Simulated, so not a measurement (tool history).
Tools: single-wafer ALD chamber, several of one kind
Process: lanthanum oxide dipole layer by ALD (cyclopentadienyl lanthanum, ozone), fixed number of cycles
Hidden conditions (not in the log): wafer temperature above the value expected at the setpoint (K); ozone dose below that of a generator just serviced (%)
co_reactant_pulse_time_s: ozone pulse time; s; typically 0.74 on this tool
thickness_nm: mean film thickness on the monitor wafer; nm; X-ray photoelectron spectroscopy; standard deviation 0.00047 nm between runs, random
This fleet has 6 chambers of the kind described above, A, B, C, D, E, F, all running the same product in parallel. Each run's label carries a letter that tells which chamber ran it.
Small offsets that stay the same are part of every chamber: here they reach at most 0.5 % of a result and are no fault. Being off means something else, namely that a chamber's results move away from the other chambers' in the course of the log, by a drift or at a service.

run	day	co_reactant_pulse_time_s	hours since the last thermocouple change	hours since the last ozone generator service	read-back reference wafer on the same gauge, thickness_nm	thickness_nm
1C	0.292	0.74	1565.1	1785.3	0.42694	0.44429
2A	0.608	0.74	91.1	519.3	0.42695	0.44828
3B	0.946	0.74	903.5	140.1	0.42687	0.44836
4D	1.271	0.74	572.5	1566.7	0.42665	0.44630
5E	1.625	0.74	2396.0	1286.7	0.42677	0.44652
6F	1.867	0.83	3044.4	171.9	0.42665	0.46559
# day 1.988: chamber C: ozone generator serviced
7E	2.100	0.83	2407.4	1298.1	0.42669	0.46842
8F	2.375	0.83	3056.6	184.1	0.42658	0.46621
9A	2.667	0.83	140.5	568.7	0.42644	0.46970
10B	2.871	0.83	949.7	186.3	0.42649	0.46983
# day 3.133: chamber F: thermocouple changed; heater temperature recalibrated
11C	3.188	0.83	1634.6	28.9	0.42631	0.46505
12D	3.404	0.74	623.7	1617.9	0.42647	0.44605
13C	3.571	0.74	1643.8	38.1	0.42627	0.44221
14B	3.862	0.74	973.5	210.1	0.42632	0.44716
15A	4.108	0.74	175.1	603.3	0.42622	0.44730
16E	4.442	0.74	2463.6	1354.3	0.42629	0.44583
17F	4.771	0.98	39.4	241.6	0.42627	0.49343
18D	5.121	0.98	664.9	1659.1	0.42612	0.49469
19A	5.446	0.98	207.2	635.4	0.42601	0.49771
20E	5.729	0.98	2494.5	1385.2	0.42600	0.49566
21C	5.933	0.98	1700.5	94.8	0.42598	0.49243
22B	6.271	0.98	1031.3	267.9	0.42600	0.49681
23F	6.421	0.74	79.0	281.2	0.42585	0.44325
24D	6.600	0.74	700.4	1694.6	0.42584	0.44679
25C	6.821	0.74	1721.8	116.1	0.42568	0.44318
# day 6.825: chamber D: ozone generator serviced
26E	7.104	0.63	2527.5	1418.2	0.42575	0.41411
27D	7.275	0.63	716.6	10.8	0.42568	0.41465
28B	7.433	0.63	1059.2	295.8	0.42570	0.41439
29A	7.675	0.63	260.7	688.9	0.42569	0.41413
30F	7.983	0.63	116.5	318.7	0.42561	0.41166
31D	8.175	0.63	738.2	32.4	0.42563	0.41485
32A	8.492	1.03	280.3	708.5	0.42564	0.50511
33C	8.688	1.03	1766.6	160.9	0.42557	0.50030
34E	8.975	1.03	2572.4	1463.1	0.42552	0.50399
35F	9.317	1.03	148.5	350.7	0.42529	0.50023
36B	9.604	1.03	1111.3	347.9	0.42533	0.50435
37E	9.842	1.03	2593.2	1483.9	0.42522	0.50395
38C	10.100	0.74	1800.5	194.8	0.42519	0.44283
39A	10.296	0.74	323.6	751.8	0.42529	0.44604

Which is it: a chamber that has drifted or been left off by a service, a gauge drift common to all chambers, or only each chamber's usual small offset? If a chamber is off, name it and its likeliest cause.

The shared gauge is drifting. All chambers look as if they move in step, but none is off.
Likeliest cause: gauge reads low (%) = 0.436.

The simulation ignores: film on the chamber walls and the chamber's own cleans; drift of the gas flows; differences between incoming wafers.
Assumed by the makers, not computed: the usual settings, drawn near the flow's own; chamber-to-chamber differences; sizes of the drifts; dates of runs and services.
